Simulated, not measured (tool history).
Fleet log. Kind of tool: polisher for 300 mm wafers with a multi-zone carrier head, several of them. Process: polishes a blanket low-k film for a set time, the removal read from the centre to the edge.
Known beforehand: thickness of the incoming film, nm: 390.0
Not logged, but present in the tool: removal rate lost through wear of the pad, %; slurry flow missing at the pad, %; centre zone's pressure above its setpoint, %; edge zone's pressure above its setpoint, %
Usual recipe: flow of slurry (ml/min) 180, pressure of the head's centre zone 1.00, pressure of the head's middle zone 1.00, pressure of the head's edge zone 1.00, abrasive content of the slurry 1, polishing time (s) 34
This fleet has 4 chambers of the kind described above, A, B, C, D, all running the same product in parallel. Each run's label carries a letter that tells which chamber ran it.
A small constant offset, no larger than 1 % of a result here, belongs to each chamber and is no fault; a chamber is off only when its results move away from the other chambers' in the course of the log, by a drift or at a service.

run	day	flow of slurry (ml/min)	pressure of the head's centre zone	pressure of the head's middle zone	pressure of the head's edge zone	abrasive content of the slurry	polishing time (s)	wafers polished on this pad	hours since the slurry nozzle was cleaned	hours since the centre zone pressure was calibrated	hours since the edge zone pressure was calibrated	film removed at the wafer's centre (angstrom)	film removed at mid-radius (angstrom)	film removed at the wafer's edge (angstrom)
1B	0.338	180	1.00	1.00	1.00	1	34	920	237.0	69.3	100.0	121.59	121.62	123.09
# day 0.404: chamber B: worn pad replaced by a new one
# day 0.417: chamber A: worn pad replaced by a new one
2A	0.600	180	1.00	1.00	1.00	1	34	30	688.8	769.4	78.6	121.51	124.67	120.73
# day 0.667: chamber C: worn pad replaced by a new one
3D	0.954	180	1.00	1.00	1.00	1	34	1244	143.8	380.4	1528.7	123.66	122.62	122.54
# day 1.033: chamber D: worn pad replaced by a new one
4C	1.171	180	1.00	1.00	1.00	1	34	84	392.3	1046.4	1515.6	122.42	121.90	123.97
5D	1.604	180	1.00	1.00	1.00	1	34	96	159.4	396.0	1544.3	122.10	120.24	122.15
# day 1.717: chamber A: slurry nozzle cleaned
# day 1.742: chamber D: edge zone pressure recalibrated
6B	1.879	180	1.00	1.00	1.00	1	34	247	274.0	106.3	137.0	122.87	120.24	126.80
# day 2.200: chamber B: slurry nozzle cleaned
7C	2.238	180	1.12	1.00	1.00	1	34	263	417.9	1072.0	1541.2	135.10	124.79	122.78
8A	2.675	180	1.12	1.00	1.00	1	34	378	23.0	819.2	128.4	141.82	123.13	120.33
9D	3.129	180	1.12	1.00	1.00	1	34	351	196.0	432.6	33.3	137.45	126.94	121.07
10C	3.421	180	1.12	1.00	1.00	1	34	461	446.3	1100.4	1569.6	134.67	123.66	124.04
11B	3.758	180	1.00	1.00	1.00	1	34	561	37.4	151.4	182.1	122.57	122.48	123.81
# day 3.942: chamber C: edge zone pressure recalibrated
12A	4.017	180	1.00	1.00	1.00	1	34	602	55.2	851.4	160.6	123.00	125.94	123.09
13A	4.279	180	1.00	1.07	1.00	1	34	646	61.5	857.7	166.9	122.43	128.59	121.80
# day 4.283: chamber A: worn pad replaced by a new one
14C	4.762	180	1.00	1.07	1.00	1	34	686	478.5	1132.6	19.8	121.88	131.06	122.27
15D	5.017	180	1.00	1.07	1.00	1	34	667	241.3	477.9	78.6	123.25	131.05	123.20
16B	5.392	180	1.00	1.07	1.00	1	34	835	76.6	190.6	221.3	123.90	130.22	125.29
# day 5.654: chamber B: worn pad replaced by a new one
17B	5.746	180	1.00	1.00	1.00	1	34	15	85.1	199.1	229.8	120.69	122.55	122.94
18A	6.071	180	1.00	1.00	1.00	1	34	299	104.5	900.7	209.9	123.06	122.79	121.10
19D	6.371	180	1.00	1.00	1.00	1	34	894	273.8	510.4	111.1	121.54	122.77	123.19
20C	6.617	180	1.00	1.00	1.00	1	34	996	523.0	1177.1	64.3	125.13	120.56	121.80
21D	7.054	180	1.00	1.00	1.00	1	34	1008	290.2	526.8	127.5	122.82	121.69	121.81
# day 7.317: chamber C: worn pad replaced by a new one
22A	7.479	180	1.00	1.00	1.00	1	34	535	138.3	934.5	243.7	120.47	123.97	119.44
23C	7.875	180	1.00	1.00	1.04	1	34	94	553.2	1207.3	94.5	119.62	120.19	124.18
# day 7.958: chamber A: worn pad replaced by a new one
24B	8.242	180	1.00	1.00	1.04	1	34	433	145.0	259.0	289.7	122.97	122.34	125.01
25C	8.500	180	1.00	1.00	1.04	1	34	198	568.2	1222.3	109.5	120.93	122.36	125.56
# day 8.925: chamber D: worn pad replaced by a new one
26D	8.942	180	1.00	1.00	1.04	1	34	2	335.5	572.1	172.8	121.80	121.82	124.46
27B	9.338	180	1.00	1.00	1.00	1	34	616	171.3	285.3	316.0	123.68	124.57	122.71
# day 9.629: chamber B: centre zone pressure recalibrated
28A	9.633	180	1.08	1.00	1.00	1	41	280	190.0	986.2	295.4	161.26	147.91	149.45
29A	9.858	180	1.08	1.00	1.00	1	41	318	195.4	991.6	300.8	159.34	147.76	149.51
30C	10.196	180	1.08	1.00	1.00	1	41	482	608.9	1263.0	150.2	158.51	144.91	148.19
# day 10.262: chamber C: centre zone pressure recalibrated
31B	10.558	180	1.08	1.00	1.00	1	41	821	200.6	22.3	345.3	161.74	147.38	148.15
32D	10.900	180	1.00	1.00	1.00	1	34	330	382.5	619.1	219.8	120.34	119.06	123.47
33C	11.133	180	1.00	1.00	1.00	1	34	639	631.4	20.9	172.7	120.34	121.53	123.06
# day 11.192: chamber A: worn pad replaced by a new one
34D	11.488	180	1.00	1.00	1.00	1	34	429	396.6	633.2	233.9	125.62	121.53	118.91
35A	11.975	180	1.00	1.00	1.00	1	34	131	246.2	1042.4	351.6	124.83	122.89	124.50

Next, all 4 chambers run the settings below, one line each with question marks for the results. What does each chamber give?
36A	12.325	180	1.00	1.00	1.00	1	29					?	?	?
36B	12.325	180	1.00	1.00	1.00	1	29					?	?	?
36C	12.325	180	1.00	1.00	1.00	1	29					?	?	?
36D	12.325	180	1.00	1.00	1.00	1	29					?	?	?

run	film removed at the wafer's centre (angstrom)	film removed at mid-radius (angstrom)	film removed at the wafer's edge (angstrom)
36A	106.95	107.52	107.73
36B	106.12	104.52	104.99
36C	103.01	105.35	105.09
36D	105.91	102.68	104.23
